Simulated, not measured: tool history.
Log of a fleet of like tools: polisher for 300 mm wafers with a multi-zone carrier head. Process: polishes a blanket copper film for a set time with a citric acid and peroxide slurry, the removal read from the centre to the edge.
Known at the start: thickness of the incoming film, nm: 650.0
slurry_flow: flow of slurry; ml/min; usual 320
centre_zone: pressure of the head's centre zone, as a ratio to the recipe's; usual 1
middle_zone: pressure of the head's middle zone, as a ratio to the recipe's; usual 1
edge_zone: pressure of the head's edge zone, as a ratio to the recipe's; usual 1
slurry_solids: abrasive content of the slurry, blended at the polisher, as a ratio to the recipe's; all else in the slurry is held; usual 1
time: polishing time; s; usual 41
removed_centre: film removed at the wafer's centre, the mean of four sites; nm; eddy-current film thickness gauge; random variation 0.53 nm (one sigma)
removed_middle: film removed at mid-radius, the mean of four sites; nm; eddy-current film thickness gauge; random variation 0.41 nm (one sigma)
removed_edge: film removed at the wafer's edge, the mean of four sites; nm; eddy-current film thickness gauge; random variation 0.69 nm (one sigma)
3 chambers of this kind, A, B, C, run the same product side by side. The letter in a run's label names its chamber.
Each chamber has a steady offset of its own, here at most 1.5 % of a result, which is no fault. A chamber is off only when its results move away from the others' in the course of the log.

run    day  slurry_flow  centre_zone  middle_zone  edge_zone  slurry_solids  time  wafers polished on this pad  hours since the slurry nozzle was cleaned  hours since the centre zone pressure was calibrated  hours since the edge zone pressure was calibrated  removed_centre  removed_middle  removed_edge
 1B  0.333          320            1            1          1              1    41                          141                                       84.6                                                312.7                                              285.6          52.792          52.919        52.716
 2C  0.629          320            1            1          1              1    41                          354                                        266                                                510.7                                              689.2           53.67           52.94        51.544
 3A  1.021          320            1            1          1              1    41                          718                                      253.2                                                555.3                                              693.5          52.749          52.964        52.103
     1.288  -- chamber C: worn pad replaced by a new one
 4A  1.304          320            1            1          1              1    41                          797                                        260                                                562.1                                              700.3          53.543          52.932        52.412
 5C  1.629          320            1            1          1              1    41                           95                                        290                                                534.7                                              713.2          52.655          53.565        51.683
       1.7  -- chamber A: worn pad replaced by a new one
 6B  1.888          320            1            1          1              1    41                          571                                      121.9                                                  350                                              322.9          51.473          52.087        52.803
 7A  2.117          320            1            1          1            0.7    41                          115                                      279.5                                                581.6                                              719.8          49.294          49.168        48.969
 8C   2.45          320            1            1          1            0.7    41                          322                                      309.7                                                554.4                                              732.9          49.334          48.915        48.933
 9B  2.767          320            1            1          1            0.7    41                          814                                        143                                                371.1                                                344          48.391          48.734        48.886
10B  3.038          320            1            1          1              1    41                          889                                      149.5                                                377.6                                              350.5          52.225          52.409        53.137
      3.05  -- chamber C: worn pad replaced by a new one
11A  3.375          320            1            1          1              1    41                          463                                      309.7                                                611.8                                                750          54.061          52.583        52.551
12C  3.758          320            1            1          1              1    41                          196                                      341.1                                                585.8                                              764.3          52.248          52.431        50.612
13B  4.117          320            1            1          1              1    41                         1187                                      175.4                                                403.5                                              376.4          52.322          52.342        52.268
14C  4.525          320            1            1          1              1    41                          408                                      359.5                                                604.2                                              782.7            51.1          51.665        51.045
15A  4.758          320            1            1          1              1    41                          845                                      342.9                                                  645                                              783.2           53.12          53.036        53.268
16B  5.058          320            1            1          1              1    41                         1447                                        198                                                426.1                                                399          52.245          52.174        51.509
     5.096  -- chamber C: worn pad replaced by a new one
17C  5.388          320            1            1          1              1    41                           80                                      380.2                                                624.9                                              803.4          51.988          51.139        50.384
     5.542  -- chamber B: worn pad replaced by a new one
     5.592  -- chamber A: worn pad replaced by a new one
18A  5.612          320            1            1          1              1    41                            6                                      363.4                                                665.5                                              803.7          52.909          52.318        53.337
19B  5.804          320            1            1          1              1    41                           73                                      215.9                                                  444                                              416.9          52.038          51.836        53.622
20A  6.025          320            1            1          1              1    41                          120                                      373.3                                                675.4                                              813.6          53.167          52.068        52.282
21C  6.383          320            1            1          1              1    41                          356                                      404.1                                                648.8                                              827.3          50.518          51.512         48.84
     6.742  -- chamber C: worn pad replaced by a new one
22A  6.762          320            1            1          1              1    41                          324                                        391                                                693.1                                              831.3          53.107          53.273        52.949
23C  7.088          320            1            1          1              1    41                           95                                        421                                                665.7                                              844.2          49.937          50.976          50.6
24B  7.508          320            1            1          1              1    41                          544                                      256.8                                                484.9                                              457.8           52.18          52.383         51.92
25A  7.783          320            1            1          1              1    47                          606                                      415.5                                                717.6                                              855.8          61.201          60.646        60.403

Next, every chamber runs the same settings. What will each give?
26A  8.092          320            1            1          1              1    52                                                                                                                                                                                               ?               ?             ?
26B  8.092          320            1            1          1              1    52                                                                                                                                                                                               ?               ?             ?
26C  8.092          320            1            1          1              1    52                                                                                                                                                                                               ?               ?             ?

run  removed_centre  removed_middle  removed_edge
26A          67.551          67.446        67.944
26B          67.148          65.895        66.309
26C          63.458          63.577         62.96
